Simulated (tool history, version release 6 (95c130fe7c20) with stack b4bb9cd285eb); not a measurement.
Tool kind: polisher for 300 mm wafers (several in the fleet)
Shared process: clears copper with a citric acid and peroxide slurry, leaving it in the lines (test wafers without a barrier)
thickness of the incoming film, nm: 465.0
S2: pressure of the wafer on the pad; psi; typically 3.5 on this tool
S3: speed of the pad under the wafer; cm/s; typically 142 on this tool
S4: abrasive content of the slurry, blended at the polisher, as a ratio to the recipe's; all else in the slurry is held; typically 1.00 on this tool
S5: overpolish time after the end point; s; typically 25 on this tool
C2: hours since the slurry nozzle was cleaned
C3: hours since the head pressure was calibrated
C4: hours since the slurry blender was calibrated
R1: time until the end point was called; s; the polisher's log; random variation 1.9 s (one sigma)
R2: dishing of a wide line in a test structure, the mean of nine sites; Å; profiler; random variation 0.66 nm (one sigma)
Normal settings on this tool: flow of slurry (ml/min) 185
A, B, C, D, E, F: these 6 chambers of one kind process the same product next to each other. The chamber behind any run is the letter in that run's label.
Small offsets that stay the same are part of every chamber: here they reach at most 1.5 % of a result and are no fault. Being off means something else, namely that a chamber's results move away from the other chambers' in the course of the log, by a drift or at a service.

run 1A hour=6.1 | flow_of_slurry_(ml/min)=185 S2=3.5 S3=142 S4=1.00 S5=25 | wafers_polished_on_this_pad=296 C2=28.9 C3=127.7 C4=145.8 | R1=128.99 R2=368.46
run 2C hour=12.1 | flow_of_slurry_(ml/min)=185 S2=3.5 S3=142 S4=1.00 S5=25 | wafers_polished_on_this_pad=410 C2=248.6 C3=655.8 C4=314.6 | R1=131.01 R2=355.26
-- hour=14.5 chamber A: slurry blender recalibrated
-- hour=17.7 chamber E: slurry blender recalibrated
run 3D hour=18.2 | flow_of_slurry_(ml/min)=185 S2=3.5 S3=142 S4=1.00 S5=25 | wafers_polished_on_this_pad=444 C2=552.9 C3=527.5 C4=271.0 | R1=133.96 R2=371.70
-- hour=22.0 chamber F: slurry blender recalibrated
-- hour=22.0 chamber E: worn pad replaced by a new one
-- hour=23.5 chamber B: slurry nozzle cleaned
-- hour=24.1 chamber F: worn pad replaced by a new one
run 4B hour=24.7 | flow_of_slurry_(ml/min)=185 S2=3.5 S3=142 S4=1.00 S5=25 | wafers_polished_on_this_pad=882 C2=1.2 C3=346.3 C4=136.9 | R1=131.14 R2=367.15
run 5F hour=29.6 | flow_of_slurry_(ml/min)=125 S2=4.4 S3=142 S4=1.00 S5=25 | wafers_polished_on_this_pad=52 C2=258.1 C3=308.5 C4=7.7 | R1=112.42 R2=402.24
-- hour=32.0 chamber C: slurry nozzle cleaned
run 6E hour=37.2 | flow_of_slurry_(ml/min)=125 S2=4.4 S3=142 S4=1.00 S5=25 | wafers_polished_on_this_pad=142 C2=507.9 C3=565.1 C4=19.5 | R1=110.22 R2=390.66
-- hour=39.1 chamber D: worn pad replaced by a new one
-- hour=43.2 chamber A: worn pad replaced by a new one
-- hour=43.9 chamber C: worn pad replaced by a new one
run 7D hour=44.1 | flow_of_slurry_(ml/min)=125 S2=4.4 S3=142 S4=1.00 S5=25 | wafers_polished_on_this_pad=47 C2=578.8 C3=553.4 C4=296.9 | R1=113.85 R2=390.63
-- hour=47.3 chamber B: worn pad replaced by a new one
run 8A hour=48.2 | flow_of_slurry_(ml/min)=125 S2=4.4 S3=142 S4=1.00 S5=25 | wafers_polished_on_this_pad=46 C2=71.0 C3=169.8 C4=33.8 | R1=110.14 R2=404.97
run 9B hour=53.6 | flow_of_slurry_(ml/min)=125 S2=4.4 S3=142 S4=1.00 S5=25 | wafers_polished_on_this_pad=59 C2=30.1 C3=375.2 C4=165.8 | R1=108.77 R2=387.77
run 10F hour=61.3 | flow_of_slurry_(ml/min)=125 S2=4.4 S3=142 S4=1.00 S5=25 | wafers_polished_on_this_pad=348 C2=289.8 C3=340.2 C4=39.4 | R1=114.43 R2=398.98
-- hour=62.0 chamber D: slurry nozzle cleaned
run 11C hour=67.6 | flow_of_slurry_(ml/min)=185 S2=3.5 S3=142 S4=1.00 S5=25 | wafers_polished_on_this_pad=221 C2=35.6 C3=711.3 C4=370.1 | R1=132.69 R2=349.59
-- hour=74.7 chamber F: worn pad replaced by a new one
run 12E hour=75.8 | flow_of_slurry_(ml/min)=185 S2=3.5 S3=142 S4=1.00 S5=25 | wafers_polished_on_this_pad=502 C2=546.5 C3=603.7 C4=58.1 | R1=131.28 R2=364.56
-- hour=77.3 chamber B: slurry blender recalibrated
-- hour=82.1 chamber E: head pressure recalibrated
run 13F hour=83.5 | flow_of_slurry_(ml/min)=185 S2=3.5 S3=142 S4=1.00 S5=25 | wafers_polished_on_this_pad=82 C2=312.0 C3=362.4 C4=61.6 | R1=128.92 R2=356.41
-- hour=85.0 chamber C: slurry blender recalibrated
run 14D hour=91.1 | flow_of_slurry_(ml/min)=185 S2=3.5 S3=142 S4=1.00 S5=25 | wafers_polished_on_this_pad=486 C2=29.1 C3=600.4 C4=343.9 | R1=132.86 R2=356.49
run 15A hour=96.3 | flow_of_slurry_(ml/min)=185 S2=3.5 S3=142 S4=1.00 S5=25 | wafers_polished_on_this_pad=496 C2=119.1 C3=217.9 C4=81.9 | R1=131.34 R2=359.55
run 16B hour=103.7 | flow_of_slurry_(ml/min)=185 S2=3.5 S3=142 S4=1.00 S5=25 | wafers_polished_on_this_pad=527 C2=80.2 C3=425.3 C4=26.4 | R1=128.39 R2=362.80
-- hour=104.6 chamber C: head pressure recalibrated
-- hour=107.6 chamber D: worn pad replaced by a new one
-- hour=108.3 chamber A: worn pad replaced by a new one
run 17C hour=110.2 | flow_of_slurry_(ml/min)=185 S2=3.5 S3=142 S4=1.00 S5=25 | wafers_polished_on_this_pad=619 C2=78.2 C3=5.7 C4=25.3 | R1=148.33 R2=324.37
run 18E hour=117.7 | flow_of_slurry_(ml/min)=185 S2=3.5 S3=142 S4=1.00 S5=25 | wafers_polished_on_this_pad=893 C2=588.4 C3=35.6 C4=100.0 | R1=131.05 R2=363.78
-- hour=120.7 chamber D: head pressure recalibrated
run 19C hour=123.4 | flow_of_slurry_(ml/min)=185 S2=3.5 S3=178 S4=1.00 S5=30 | wafers_polished_on_this_pad=742 C2=91.4 C3=18.9 C4=38.5 | R1=120.51 R2=399.20
-- hour=124.8 chamber F: worn pad replaced by a new one
-- hour=127.4 chamber C: worn pad replaced by a new one
-- hour=129.2 chamber E: worn pad replaced by a new one
run 20D hour=130.5 | flow_of_slurry_(ml/min)=185 S2=3.5 S3=178 S4=1.00 S5=30 | wafers_polished_on_this_pad=214 C2=68.5 C3=9.8 C4=383.3 | R1=102.25 R2=405.87
run 21A hour=134.5 | flow_of_slurry_(ml/min)=185 S2=3.5 S3=178 S4=1.00 S5=30 | wafers_polished_on_this_pad=245 C2=157.3 C3=256.1 C4=120.1 | R1=103.14 R2=412.41
run 22B hour=141.1 | flow_of_slurry_(ml/min)=185 S2=3.5 S3=178 S4=1.00 S5=30 | wafers_polished_on_this_pad=876 C2=117.6 C3=462.7 C4=63.8 | R1=105.18 R2=412.81
-- hour=141.3 chamber B: worn pad replaced by a new one
-- hour=142.6 chamber F: head pressure recalibrated
-- hour=145.9 chamber E: slurry nozzle cleaned
-- hour=147.2 chamber A: slurry blender recalibrated
run 23E hour=148.2 | flow_of_slurry_(ml/min)=185 S2=3.5 S3=178 S4=1.00 S5=30 | wafers_polished_on_this_pad=177 C2=2.4 C3=66.1 C4=130.5 | R1=103.95 R2=423.88
run 24F hour=154.1 | flow_of_slurry_(ml/min)=185 S2=3.5 S3=178 S4=1.00 S5=30 | wafers_polished_on_this_pad=273 C2=382.6 C3=11.6 C4=132.2 | R1=105.68 R2=413.46
run 25C hour=158.7 | flow_of_slurry_(ml/min)=185 S2=3.5 S3=142 S4=1.00 S5=25 | wafers_polished_on_this_pad=293 C2=126.7 C3=54.2 C4=73.8 | R1=146.56 R2=339.90
run 26D hour=163.4 | flow_of_slurry_(ml/min)=185 S2=3.5 S3=142 S4=1.00 S5=25 | wafers_polished_on_this_pad=521 C2=101.4 C3=42.7 C4=416.2 | R1=128.22 R2=361.09
run 27B hour=167.5 | flow_of_slurry_(ml/min)=185 S2=3.5 S3=142 S4=1.00 S5=25 | wafers_polished_on_this_pad=245 C2=144.0 C3=489.1 C4=90.2 | R1=131.73 R2=358.52
-- hour=170.9 chamber D: worn pad replaced by a new one
run 28E hour=172.6 | flow_of_slurry_(ml/min)=185 S2=3.5 S3=142 S4=1.00 S5=25 | wafers_polished_on_this_pad=405 C2=26.8 C3=90.5 C4=154.9 | R1=129.54 R2=373.39
run 29A hour=178.5 | flow_of_slurry_(ml/min)=185 S2=3.5 S3=142 S4=1.00 S5=25 | wafers_polished_on_this_pad=656 C2=201.3 C3=300.1 C4=31.4 | R1=125.58 R2=362.11
-- hour=183.7 chamber A: worn pad replaced by a new one
run 30F hour=184.3 | flow_of_slurry_(ml/min)=185 S2=3.5 S3=142 S4=1.00 S5=25 | wafers_polished_on_this_pad=555 C2=412.8 C3=41.8 C4=162.4 | R1=134.54 R2=364.95
-- hour=188.1 chamber F: worn pad replaced by a new one
run 31C hour=190.2 | flow_of_slurry_(ml/min)=185 S2=3.5 S3=142 S4=1.00 S5=25 | wafers_polished_on_this_pad=587 C2=158.2 C3=85.7 C4=105.3 | R1=144.71 R2=340.55
run 32F hour=196.7 | flow_of_slurry_(ml/min)=185 S2=3.5 S3=142 S4=1.00 S5=25 | wafers_polished_on_this_pad=80 C2=425.2 C3=54.2 C4=174.8 | R1=133.46 R2=377.53
-- hour=200.5 chamber D: slurry blender recalibrated
run 33A hour=203.3 | flow_of_slurry_(ml/min)=185 S2=3.5 S3=142 S4=1.00 S5=25 | wafers_polished_on_this_pad=183 C2=226.1 C3=324.9 C4=56.2 | R1=129.18 R2=364.18
-- hour=204.6 chamber C: worn pad replaced by a new one
run 34E hour=212.4 | flow_of_slurry_(ml/min)=185 S2=3.5 S3=142 S4=1.00 S5=25 | wafers_polished_on_this_pad=777 C2=66.6 C3=130.3 C4=194.7 | R1=131.49 R2=360.44
run 35D hour=220.1 | flow_of_slurry_(ml/min)=185 S2=3.5 S3=142 S4=1.00 S5=25 | wafers_polished_on_this_pad=459 C2=158.1 C3=99.4 C4=19.7 | R1=129.32 R2=371.76
run 36B hour=226.8 | flow_of_slurry_(ml/min)=185 S2=3.5 S3=142 S4=1.00 S5=25 | wafers_polished_on_this_pad=798 C2=203.3 C3=548.4 C4=149.5 | R1=132.01 R2=360.67
run 37C hour=231.0 | flow_of_slurry_(ml/min)=185 S2=3.5 S3=142 S4=1.00 S5=25 | wafers_polished_on_this_pad=246 C2=199.0 C3=126.5 C4=146.1 | R1=146.54 R2=337.17
-- hour=233.9 chamber E: worn pad replaced by a new one
run 38B hour=237.0 | flow_of_slurry_(ml/min)=185 S2=3.5 S3=142 S4=1.00 S5=25 | wafers_polished_on_this_pad=894 C2=213.5 C3=558.6 C4=159.7 | R1=130.32 R2=368.82
run 39A hour=245.5 | flow_of_slurry_(ml/min)=185 S2=3.5 S3=142 S4=1.00 S5=25 | wafers_polished_on_this_pad=577 C2=268.3 C3=367.1 C4=98.4 | R1=129.28 R2=380.91
run 40E hour=251.8 | flow_of_slurry_(ml/min)=185 S2=3.5 S3=142 S4=1.00 S5=25 | wafers_polished_on_this_pad=167 C2=106.0 C3=169.7 C4=234.1 | R1=129.46 R2=368.52
-- hour=252.1 chamber F: worn pad replaced by a new one
run 41F hour=257.5 | flow_of_slurry_(ml/min)=185 S2=3.5 S3=142 S4=1.00 S5=25 | wafers_polished_on_this_pad=50 C2=486.0 C3=115.0 C4=235.6 | R1=132.31 R2=377.08

Decide between three cases: one chamber stands off from its peers, the gauge reading all wafers drifts, or nothing is wrong past each chamber's small offset. Where a chamber is off, say which and what most likely put it there.

After it was serviced, chamber C no longer matches the other chambers.
Most likely cause: head's pressure below its setpoint, % = 11.8.

Chamber C could run next with any of the 4 candidate recipes listed below; each alters the usual settings, and their results appear as question marks. Which one brings its results back in line with what the other chambers deliver on the usual settings?
Maximum distance from the other chambers' mean on the usual settings for a result to count as in line: R1 6.70 s; R2 23.00 Å
run 42C-1 hour=264.1 | flow_of_slurry_(ml/min)=190 S2=4.0 S3=162 S4=1.00 S5=26 | R1=? R2=?
run 42C-2 hour=264.1 | flow_of_slurry_(ml/min)=180 S2=3.1 S3=124 S4=1.00 S5=25 | R1=? R2=?
run 42C-3 hour=264.1 | flow_of_slurry_(ml/min)=185 S2=3.3 S3=132 S4=1.00 S5=25 | R1=? R2=?
run 42C-4 hour=264.1 | flow_of_slurry_(ml/min)=185 S2=3.7 S3=152 S4=1.00 S5=25 | R1=? R2=?

What the other chambers average on the usual settings: R1 131.01 s; R2 362.43 Å
run=42C-1 R1=114.70 R2=384.33
run=42C-2 R1=194.65 R2=290.96
run=42C-3 R1=171.17 R2=313.02
run=42C-4 R1=132.65 R2=355.63
42C-4 puts the chamber back in line with the other chambers.

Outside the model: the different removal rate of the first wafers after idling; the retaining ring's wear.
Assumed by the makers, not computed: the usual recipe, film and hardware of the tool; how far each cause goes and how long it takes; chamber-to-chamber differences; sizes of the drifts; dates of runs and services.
